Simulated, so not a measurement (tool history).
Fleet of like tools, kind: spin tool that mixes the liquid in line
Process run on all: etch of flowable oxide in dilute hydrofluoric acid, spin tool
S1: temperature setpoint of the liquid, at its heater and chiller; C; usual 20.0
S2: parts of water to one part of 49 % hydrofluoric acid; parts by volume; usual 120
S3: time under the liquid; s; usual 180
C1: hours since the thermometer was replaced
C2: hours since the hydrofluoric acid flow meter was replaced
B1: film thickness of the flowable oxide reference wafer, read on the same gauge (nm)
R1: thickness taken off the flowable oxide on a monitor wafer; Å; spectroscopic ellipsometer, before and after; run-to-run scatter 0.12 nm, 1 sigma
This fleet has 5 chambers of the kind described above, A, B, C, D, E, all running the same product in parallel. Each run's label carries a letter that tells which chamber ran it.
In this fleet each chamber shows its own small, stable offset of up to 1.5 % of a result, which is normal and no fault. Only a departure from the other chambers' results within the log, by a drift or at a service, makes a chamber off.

run    day    S1   S2   S3      C1      C2      B1      R1
 1B  0.275  20.0  120  180  2179.3  1622.8  30.015  312.19
 2E  0.579  20.0  120  180  2033.4   712.4  29.974  311.85
 3A  0.804  20.0  120  180   684.6  1929.0  29.985  309.78
 4D  1.012  20.0  120  180  1389.1  1355.8  29.986  309.78
 5C  1.429  20.0  120  180  2146.5   831.8  30.016  312.04
 6D  1.796  20.0  120  180  1407.9  1374.6  30.012  308.19
 7B  2.083  20.0  120  180  2222.7  1666.2  30.000  310.40
 8A  2.321  20.0  120  180   721.0  1965.4  29.999  311.33
 9E  2.608  20.0  120  180  2082.1   761.1  30.008  310.98
10C  2.983  20.0  120  180  2183.8   869.1  30.016  311.28
11B  3.183  20.0  120  180  2249.1  1692.6  29.991  313.21
12C  3.425  20.0  120  180  2194.4   879.7  30.028  313.12
13A  3.817  24.5  120  180   756.9  2001.3  29.999  369.41
14E  4.033  24.5  120  180  2116.3   795.3  29.972  374.45
15D  4.362  24.5  120  180  1469.5  1436.2  30.020  367.69
16D  4.592  24.5  120  180  1475.0  1441.7  30.002  369.86
17A  5.008  24.5  120  180   785.5  2029.9  30.034  369.04
18E  5.271  20.0  140  255  2146.0   825.0  29.988  372.26
19B  5.688  20.0  140  255  2309.2  1752.7  30.023  367.06
20C  6.042  20.0  140  255  2257.2   942.5  30.030  367.27
21C  6.275  20.0  140  255  2262.8   948.1  29.994  370.87
     6.567  -- chamber C: thermometer replaced
22E  6.596  20.0  140  255  2177.8   856.8  29.980  373.27
23A  6.954  20.0  120  180   832.2  2076.6  30.000  309.03
24B  7.258  20.0  145  180  2346.9  1790.4  29.988  249.52
25D  7.575  20.0  145  180  1546.6  1513.3  30.012  248.32
26B  7.758  20.0  145  180  2358.9  1802.4  29.982  251.11
     7.979  -- chamber A: hydrofluoric acid flow meter replaced
27A  8.050  20.0  145  180   858.5     1.8  30.011  249.44
28E  8.333  20.0  145  180  2219.5   898.5  30.015  253.22
29D  8.575  20.0  120  180  1570.6  1537.3  29.994  306.97
30C  8.762  20.0  120  180    52.7  1007.8  29.967  314.45
31C  8.967  20.0  120  180    57.6  1012.7  29.994  314.05
32E  9.188  20.0  120  180  2240.0   919.0  29.982  312.74

Does one chamber stand apart from the rest, does the shared gauge drift, or is all well apart from small per-chamber offsets? Give the chamber and the most likely cause, where there is one.

No chamber is off and the gauge is stable; the differences are just each chamber's small, constant offset.
